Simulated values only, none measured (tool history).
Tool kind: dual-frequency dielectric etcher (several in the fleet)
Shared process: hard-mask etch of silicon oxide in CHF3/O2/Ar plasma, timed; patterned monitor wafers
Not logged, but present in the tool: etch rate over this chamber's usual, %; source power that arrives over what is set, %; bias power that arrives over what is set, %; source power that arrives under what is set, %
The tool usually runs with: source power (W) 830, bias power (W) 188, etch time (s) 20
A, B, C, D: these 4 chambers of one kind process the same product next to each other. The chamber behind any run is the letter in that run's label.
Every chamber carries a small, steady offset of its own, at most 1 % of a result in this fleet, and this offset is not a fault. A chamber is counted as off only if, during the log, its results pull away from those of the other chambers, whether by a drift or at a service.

run   hour  source power (W)  bias power (W)  etch time (s)  hours since the last wet clean  hours since the last source power generator calibration  hours since the last bias power generator calibration  read-back reference wafer on the same gauge, depth_nm  mean etch depth across the wafer (angstrom)
 1D    6.6               830             188             20                           295.9                                                   2045.8                                                 1119.1                                                 40.601                                       456.95
 2A   12.2               830             188             20                           328.6                                                   1002.8                                                  674.1                                                 40.611                                       455.08
 3C   19.1               830             188             20                           428.2                                                   1258.3                                                  234.7                                                 40.609                                       455.16
 4B   25.6               830             188             20                           202.2                                                   1832.7                                                 3439.1                                                 40.614                                       456.13
 5B   31.4              1000             188             22                             208                                                   1838.5                                                 3444.9                                                 40.623                                       537.35
 6D   41.3              1000             188             22                           330.6                                                   2080.5                                                 1153.8                                                  40.63                                       539.06
 7C   51.7              1000             188             22                           460.8                                                   1290.9                                                  267.3                                                 40.643                                       537.63
 8A   62.3              1000             188             22                           378.7                                                   1052.9                                                  724.2                                                 40.647                                        538.2
      73.5  -- chamber A: wet clean of the chamber
 9A     74               830             188             20                             0.5                                                   1064.6                                                  735.9                                                 40.647                                       455.42
10C   80.8               830             188             20                           489.9                                                     1320                                                  296.4                                                  40.67                                       455.15
11D   87.4               830             188             20                           376.7                                                   2126.6                                                 1199.9                                                 40.669                                       458.76
12B   98.1               830             188             20                           274.7                                                   1905.2                                                 3511.6                                                 40.665                                       455.72
13A  104.9               830             188             20                            31.4                                                   1095.5                                                  766.8                                                 40.683                                       455.21
14D  110.7               830             188             20                             400                                                   2149.9                                                 1223.2                                                 40.681                                       457.55
15B  118.4               830             188             20                             295                                                   1925.5                                                 3531.9                                                  40.68                                       455.56
16C  123.9               830             188             20                             533                                                   1363.1                                                  339.5                                                 40.693                                       456.82
17D  129.9               830             188             20                           419.2                                                   2169.1                                                 1242.4                                                 40.704                                       457.97
18C  136.6               830             188             20                           545.7                                                   1375.8                                                  352.2                                                 40.701                                       455.96
19B  142.2               830             188             20                           318.8                                                   1949.3                                                 3555.7                                                 40.711                                       455.54
20A  148.5               830             188             20                              75                                                   1139.1                                                  810.4                                                 40.707                                       456.28
21A    155               830             188             26                            81.5                                                   1145.6                                                  816.9                                                 40.719                                       594.79
22D    162               830             188             26                           451.3                                                   2201.2                                                 1274.5                                                 40.719                                       595.75
23C  169.6               830             188             26                           578.7                                                   1408.8                                                  385.2                                                 40.729                                       594.37
24B    177               830             188             26                           353.6                                                   1984.1                                                 3590.5                                                  40.72                                        594.3
25D  184.2               830             188             20                           473.5                                                   2223.4                                                 1296.7                                                  40.73                                       458.52
26A  194.1               980             171             20                           120.6                                                   1184.7                                                    856                                                 40.741                                       472.38
27C  202.7               980             171             20                           611.8                                                   1441.9                                                  418.3                                                 40.738                                       472.15
28B  208.9               980             171             20                           385.5                                                     2016                                                 3622.4                                                 40.743                                       472.94
29D  214.6               980             171             20                           503.9                                                   2253.8                                                 1327.1                                                 40.759                                       474.57
30A  226.1               830             188             20                           152.6                                                   1216.7                                                    888                                                 40.775                                       457.31
31C  233.5               830             188             20                           642.6                                                   1472.7                                                  449.1                                                  40.77                                       456.21
32B    239               830             188             20                           415.6                                                   2046.1                                                 3652.5                                                 40.775                                       456.67
33C  244.3               830             188             20                           653.4                                                   1483.5                                                  459.9                                                  40.78                                       456.87
34D  253.6               830             188             20                           542.9                                                   2292.8                                                 1366.1                                                 40.785                                       458.33

Next, every chamber runs the same settings. What will each give?
35A  262.3              1010             188             20                                                                                                                                                                                                                                                   ?
35B  262.3              1010             188             20                                                                                                                                                                                                                                                   ?
35C  262.3              1010             188             20                                                                                                                                                                                                                                                   ?
35D  262.3              1010             188             20                                                                                                                                                                                                                                                   ?

run  mean etch depth across the wafer (angstrom)
35A                                       493.05
35B                                       492.82
35C                                       493.63
35D                                       495.06
